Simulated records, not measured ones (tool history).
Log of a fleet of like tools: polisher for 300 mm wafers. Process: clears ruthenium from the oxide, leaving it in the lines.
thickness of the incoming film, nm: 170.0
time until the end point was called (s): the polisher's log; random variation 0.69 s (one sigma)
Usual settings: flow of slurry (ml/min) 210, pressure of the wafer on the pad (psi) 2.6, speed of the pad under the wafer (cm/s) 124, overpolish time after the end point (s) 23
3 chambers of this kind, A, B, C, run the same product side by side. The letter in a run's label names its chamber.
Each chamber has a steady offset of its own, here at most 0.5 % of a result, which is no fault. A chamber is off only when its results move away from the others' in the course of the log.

run,hour,flow of slurry (ml/min),pressure of the wafer on the pad (psi),speed of the pad under the wafer (cm/s),overpolish time after the end point (s),wafers polished on this pad,hours since the slurry nozzle was cleaned,hours since the head pressure was calibrated,time until the end point was called (s)
# hour 3.9: chamber B: worn pad replaced by a new one
1B,4.5,210,2.6,124,23,6,187.5,473.1,80.289
2C,13.6,210,2.6,124,23,312,308.9,21.5,80.456
3A,20.9,210,2.6,124,23,393,386.1,370.9,79.483
4B,30.4,210,2.6,124,23,291,213.4,499,81.963
5A,34.9,210,2.6,124,23,547,400.1,384.9,79.318
6C,43.3,210,2.6,124,23,639,338.6,51.2,79.864
7A,52.9,210,2.6,124,23,745,418.1,402.9,79.211
8C,58.4,210,2.6,124,23,806,353.7,66.3,79.569
9B,63.5,210,2.6,124,23,656,246.5,532.1,80.863
# hour 68.5: chamber A: worn pad replaced by a new one
10C,72.5,210,2.6,124,23,961,367.8,80.4,79.087
11A,77.5,210,2.6,124,12,99,442.7,427.5,79.969
# hour 77.9: chamber B: slurry nozzle cleaned
12B,85.3,210,2.6,124,12,896,7.5,553.9,80.043
13A,89.7,210,2.6,124,12,234,454.9,439.7,79.638
14C,94.9,210,2.6,124,23,1208,390.2,102.8,81.161
# hour 98.8: chamber B: worn pad replaced by a new one
15B,102.6,210,2.6,124,23,42,24.8,571.2,80.791
16C,111.8,210,2.6,124,23,1394,407.1,119.7,81.702
17B,120.3,210,2.6,124,23,237,42.5,588.9,79.977
# hour 127: chamber C: worn pad replaced by a new one
# hour 127.6: chamber C: slurry nozzle cleaned
18A,127.8,210,2.6,124,23,653,493,477.8,79.619
19A,135,210,2.6,124,23,733,500.2,485,80.492
20B,139.7,210,2.6,124,23,451,61.9,608.3,79.388
# hour 139.8: chamber A: worn pad replaced by a new one
21C,144.1,210,2.6,124,23,189,16.5,152,79.398
22C,150.6,170,2.6,86,23,260,23,158.5,117.59
23A,157.3,170,2.6,86,23,193,522.5,507.3,118.79
24B,161.9,170,2.6,86,23,695,84.1,630.5,117.79
25A,168.4,210,2.6,124,23,315,533.6,518.4,78.384
26B,175.3,210,2.6,124,23,843,97.5,643.9,80.152
27C,181.3,210,2.6,124,23,598,53.7,189.2,80.124
28A,187.7,210,2.6,124,23,527,552.9,537.7,80.323
# hour 190.1: chamber B: worn pad replaced by a new one
29B,193.3,210,2.6,124,23,36,115.5,661.9,79.378
30C,201.2,210,2.6,124,23,817,73.6,209.1,78.788
31B,208.6,210,2.6,124,23,204,130.8,677.2,81.438
# hour 211.1: chamber A: worn pad replaced by a new one
32A,216.4,210,2.6,124,23,58,581.6,566.4,80.543
33C,222.7,210,2.6,124,23,1054,95.1,230.6,80.746
34A,228.6,210,2.6,124,23,192,593.8,578.6,79.564
35C,234.5,210,2.6,124,23,1184,106.9,242.4,80.246
36B,239.3,210,2.3,124,23,542,161.5,707.9,90.536
# hour 242.4: chamber A: slurry nozzle cleaned
# hour 244.3: chamber C: worn pad replaced by a new one
37A,244.7,210,2.3,124,23,370,2.3,594.7,90.719
38C,253.3,210,2.3,124,23,99,125.7,261.2,90.037
39B,262.5,210,2.6,124,23,798,184.7,731.1,80.656

All 3 chambers run these settings next. Forecast each chamber's results:
40A,269.7,210,1.9,124,23,,,,?
40B,269.7,210,1.9,124,23,,,,?
40C,269.7,210,1.9,124,23,,,,?

run,time until the end point was called (s)
40A,109.86
40B,110.24
40C,109.44
